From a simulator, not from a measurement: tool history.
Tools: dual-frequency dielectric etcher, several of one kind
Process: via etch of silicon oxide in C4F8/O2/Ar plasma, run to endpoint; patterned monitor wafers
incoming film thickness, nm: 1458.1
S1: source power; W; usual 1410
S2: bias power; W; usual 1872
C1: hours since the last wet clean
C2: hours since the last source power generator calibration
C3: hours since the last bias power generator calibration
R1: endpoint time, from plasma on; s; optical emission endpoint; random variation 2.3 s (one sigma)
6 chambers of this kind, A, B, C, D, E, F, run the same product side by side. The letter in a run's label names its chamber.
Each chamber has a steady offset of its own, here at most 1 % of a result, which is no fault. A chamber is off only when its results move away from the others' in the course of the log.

Run 1D, hour 10.6: usual settings; C1 457.8; C2 1851.0; C3 2967.7. Result: R1 336.55 s.
At hour 12.2: chamber D: wet clean of the chamber.
At hour 14.8: chamber E: bias power generator calibrated.
Run 2A, hour 22.2: usual settings; C1 61.4; C2 1904.3; C3 1965.4. Result: R1 337.29 s.
At hour 28.8: chamber E: wet clean of the chamber.
Run 3F, hour 31.5: usual settings; C1 499.8; C2 889.2; C3 2283.3. Result: R1 332.30 s.
Run 4C, hour 38.1: usual settings; C1 288.8; C2 900.2; C3 471.7. Result: R1 336.53 s.
Run 5E, hour 45.5: usual settings; C1 16.7; C2 2147.8; C3 30.8. Result: R1 333.37 s.
Run 6B, hour 55.9: usual settings; C1 407.9; C2 636.0; C3 1058.3. Result: R1 334.74 s.
At hour 60.9: chamber D: bias power generator calibrated.
Run 7C, hour 62.8: usual settings; C1 313.5; C2 924.9; C3 496.4. Result: R1 340.65 s.
Run 8D, hour 71.1: usual settings; C1 59.0; C2 1911.5; C3 10.2. Result: R1 337.65 s.
Run 9B, hour 80.1: usual settings; C1 432.1; C2 660.2; C3 1082.5. Result: R1 335.66 s.
Run 10E, hour 88.7: usual settings; C1 59.9; C2 2191.0; C3 74.0. Result: R1 338.95 s.
Run 11F, hour 99.6: usual settings; C1 567.9; C2 957.3; C3 2351.4. Result: R1 331.26 s.
At hour 111.7: chamber F: wet clean of the chamber.
Run 12A, hour 112.7: usual settings; C1 151.9; C2 1994.8; C3 2055.9. Result: R1 334.76 s.
Run 13C, hour 121.6: usual settings; C1 372.3; C2 983.7; C3 555.2. Result: R1 339.98 s.
Run 14E, hour 130.3: usual settings; C1 101.5; C2 2232.6; C3 115.6. Result: R1 338.34 s.
Run 15F, hour 142.7: usual settings but S1 1650 W, S2 1472 W; C1 31.1; C2 1000.4; C3 2394.5. Result: R1 318.75 s.
Run 16D, hour 154.3: usual settings but S1 1650 W, S2 1472 W; C1 142.2; C2 1994.7; C3 93.4. Result: R1 338.85 s.
Run 17A, hour 160.7: usual settings but S1 1650 W, S2 1472 W; C1 199.9; C2 2042.8; C3 2103.9. Result: R1 341.26 s.
Run 18B, hour 173.1: usual settings but S1 1650 W, S2 1472 W; C1 525.1; C2 753.2; C3 1175.5. Result: R1 334.87 s.
Run 19C, hour 179.3: usual settings but S1 1650 W, S2 1472 W; C1 430.0; C2 1041.4; C3 612.9. Result: R1 341.71 s.
Run 20E, hour 187.2: usual settings but S1 1650 W, S2 1472 W; C1 158.4; C2 2289.5; C3 172.5. Result: R1 340.05 s.
Run 21D, hour 196.6: usual settings; C1 184.5; C2 2037.0; C3 135.7. Result: R1 339.60 s.
At hour 205.1: chamber B: wet clean of the chamber.
Run 22A, hour 209.5: usual settings; C1 248.7; C2 2091.6; C3 2152.7. Result: R1 336.93 s.
Run 23F, hour 220.4: usual settings; C1 108.8; C2 1078.1; C3 2472.2. Result: R1 317.79 s.
Run 24B, hour 233.5: usual settings; C1 28.4; C2 813.6; C3 1235.9. Result: R1 331.07 s.
Run 25D, hour 239.4: usual settings; C1 227.3; C2 2079.8; C3 178.5. Result: R1 338.31 s.
Run 26C, hour 250.7: usual settings; C1 501.4; C2 1112.8; C3 684.3. Result: R1 341.34 s.
At hour 252.6: chamber C: wet clean of the chamber.
Run 27B, hour 260.1: usual settings; C1 55.0; C2 840.2; C3 1262.5. Result: R1 333.33 s.
Run 28E, hour 268.6: usual settings; C1 239.8; C2 2370.9; C3 253.9. Result: R1 335.55 s.
Run 29A, hour 281.0: usual settings; C1 320.2; C2 2163.1; C3 2224.2. Result: R1 334.90 s.
Run 30F, hour 288.8: usual settings; C1 177.2; C2 1146.5; C3 2540.6. Result: R1 318.79 s.
Run 31D, hour 295.1: usual settings but S1 1250 W; C1 283.0; C2 2135.5; C3 234.2. Result: R1 351.28 s.
Run 32C, hour 307.1: usual settings but S1 1250 W; C1 54.6; C2 1169.2; C3 740.7. Result: R1 354.17 s.
Run 33E, hour 316.4: usual settings but S1 1250 W; C1 287.6; C2 2418.7; C3 301.7. Result: R1 349.76 s.
Run 34F, hour 322.3: usual settings but S1 1250 W; C1 210.7; C2 1180.0; C3 2574.1. Result: R1 332.31 s.
Run 35A, hour 331.5: usual settings but S1 1250 W; C1 370.7; C2 2213.6; C3 2274.7. Result: R1 354.64 s.
Run 36B, hour 339.6: usual settings but S1 1250 W; C1 134.5; C2 919.7; C3 1342.0. Result: R1 349.35 s.
At hour 345.1: chamber A: wet clean of the chamber.
Run 37D, hour 346.9: usual settings; C1 334.8; C2 2187.3; C3 286.0. Result: R1 340.54 s.
Run 38C, hour 358.3: usual settings but S1 1270 W, S2 1636 W; C1 105.8; C2 1220.4; C3 791.9. Result: R1 365.45 s.
Run 39A, hour 369.7: usual settings but S1 1270 W, S2 1636 W; C1 24.6; C2 2251.8; C3 2312.9. Result: R1 365.35 s.

What goes on in this fleet: one chamber off, a drifting gauge, or nothing beyond the chambers' own small offsets? Name the chamber and the cause, if any.

A service left chamber F off against the others.
Cause: etch rate over this chamber's usual, % = 5.3.

Here are 4 candidates for chamber F's next run, each the usual settings with a change, their results left as question marks. Which one brings its results back in line with what the others give on the usual settings?
In line means no further than this from the other chambers' mean on the usual settings: R1 8.10 s
Run 40F-1, hour 379.1: usual settings but S1 1460 W, S2 1919 W. Result: R1 ?.
Run 40F-2, hour 379.1: usual settings but S1 1360 W, S2 1825 W. Result: R1 ?.
Run 40F-3, hour 379.1: usual settings but S1 1640 W. Result: R1 ?.
Run 40F-4, hour 379.1: usual settings but S1 1260 W, S2 1727 W. Result: R1 ?.

The other chambers' mean on the usual settings: R1 337.74 s
  run      R1
40F-1  308.30
40F-2  321.81
40F-3  296.46
40F-4  337.11
40F-4 brings the chamber back in line.
